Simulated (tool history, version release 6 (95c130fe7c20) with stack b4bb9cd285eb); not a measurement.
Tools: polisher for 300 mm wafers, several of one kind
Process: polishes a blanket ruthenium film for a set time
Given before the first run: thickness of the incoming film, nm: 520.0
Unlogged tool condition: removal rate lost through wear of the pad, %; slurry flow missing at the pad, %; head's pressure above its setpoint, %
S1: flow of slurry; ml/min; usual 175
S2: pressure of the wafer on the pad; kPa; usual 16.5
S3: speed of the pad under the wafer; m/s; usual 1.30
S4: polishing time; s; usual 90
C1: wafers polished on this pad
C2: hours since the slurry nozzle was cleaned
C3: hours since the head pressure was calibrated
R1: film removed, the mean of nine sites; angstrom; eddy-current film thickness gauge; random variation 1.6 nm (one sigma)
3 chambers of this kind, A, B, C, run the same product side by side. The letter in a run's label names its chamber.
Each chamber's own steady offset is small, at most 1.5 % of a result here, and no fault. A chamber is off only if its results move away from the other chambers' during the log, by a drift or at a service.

Run 1B, hour 11.5: usual settings; C1 317; C2 115.5; C3 91.5. Result: R1 1542.8 angstrom.
Run 2A, hour 23.1: usual settings; C1 459; C2 49.0; C3 404.5. Result: R1 1533.9 angstrom.
At hour 26.6: chamber C: worn pad replaced by a new one.
Run 3C, hour 34.8: usual settings; C1 86; C2 764.6; C3 358.5. Result: R1 1490.7 angstrom.
Run 4A, hour 44.7: usual settings; C1 685; C2 70.6; C3 426.1. Result: R1 1551.6 angstrom.
Run 5C, hour 51.7: usual settings; C1 263; C2 781.5; C3 375.4. Result: R1 1528.1 angstrom.
At hour 55.1: chamber B: worn pad replaced by a new one.
Run 6B, hour 63.2: usual settings; C1 85; C2 167.2; C3 143.2. Result: R1 1529.2 angstrom.
Run 7A, hour 70.7: usual settings; C1 957; C2 96.6; C3 452.1. Result: R1 1518.3 angstrom.
At hour 74.7: chamber C: worn pad replaced by a new one.
Run 8C, hour 84.4: usual settings; C1 101; C2 814.2; C3 408.1. Result: R1 1480.9 angstrom.
Run 9B, hour 97.3: usual settings; C1 442; C2 201.3; C3 177.3. Result: R1 1492.9 angstrom.
Run 10A, hour 103.8: usual settings; C1 1303; C2 129.7; C3 485.2. Result: R1 1460.0 angstrom.
At hour 104.6: chamber B: slurry nozzle cleaned.
Run 11C, hour 116.8: usual settings but S2 19.3 kPa, S3 1.56 m/s; C1 440; C2 846.6; C3 440.5. Result: R1 2110.2 angstrom.
At hour 125.5: chamber C: worn pad replaced by a new one.
Run 12B, hour 126.9: usual settings but S2 19.3 kPa, S3 1.56 m/s; C1 751; C2 22.4; C3 206.9. Result: R1 2158.3 angstrom.
At hour 131.8: chamber C: slurry nozzle cleaned.
Run 13B, hour 134.6: usual settings but S2 19.3 kPa, S3 1.56 m/s; C1 832; C2 30.1; C3 214.6. Result: R1 2092.0 angstrom.
At hour 138.9: chamber B: worn pad replaced by a new one.
Run 14C, hour 148.0: usual settings; C1 236; C2 16.3; C3 471.7. Result: R1 1506.4 angstrom.
Run 15A, hour 155.5: usual settings; C1 1843; C2 181.4; C3 536.9. Result: R1 1425.0 angstrom.
Run 16B, hour 162.4: usual settings but S1 195 ml/min; C1 246; C2 57.9; C3 242.4. Result: R1 1523.0 angstrom.
Run 17A, hour 169.2: usual settings but S1 195 ml/min; C1 1987; C2 195.1; C3 550.6. Result: R1 1430.6 angstrom.
At hour 171.3: chamber C: worn pad replaced by a new one.
Run 18C, hour 183.4: usual settings but S1 195 ml/min; C1 127; C2 51.7; C3 507.1. Result: R1 1535.3 angstrom.
Run 19C, hour 189.5: usual settings; C1 191; C2 57.8; C3 513.2. Result: R1 1520.9 angstrom.
Run 20A, hour 200.0: usual settings; C1 2309; C2 225.9; C3 581.4. Result: R1 1414.4 angstrom.

Decide between three cases: one chamber stands off from its peers, the gauge reading all wafers drifts, or nothing is wrong past each chamber's small offset. Where a chamber is off, say which and what most likely put it there.

Little by little, chamber A moves away from the other chambers.
What lies behind it: removal rate lost through wear of the pad, % = 9.4.
The log may not separate it from: slurry flow missing at the pad, %; head's pressure below its setpoint, %.

Chamber A could run next with any of the 4 candidate recipes listed below; each alters the usual settings, and their results appear as question marks. Which one brings its results back in line with what the other chambers deliver on the usual settings?
In line means no further than this from the other chambers' mean on the usual settings: R1 55.0 angstrom
Run 21A-1, hour 210.1: usual settings but S3 1.32 m/s. Result: R1 ?.
Run 21A-2, hour 210.1: usual settings but S3 1.28 m/s, S4 89 s. Result: R1 ?.
Run 21A-3, hour 210.1: usual settings but S2 15.9 kPa, S3 1.26 m/s, S4 88 s. Result: R1 ?.
Run 21A-4, hour 210.1: usual settings but S2 17.2 kPa, S3 1.34 m/s, S4 92 s. Result: R1 ?.

The mean the other chambers reach with the usual settings: R1 1508.6 angstrom
  run      R1
21A-1  1399.7
21A-2  1341.7
21A-3  1251.7
21A-4  1512.8
21A-4 is the one that brings the chamber's results back in line with the other chambers.
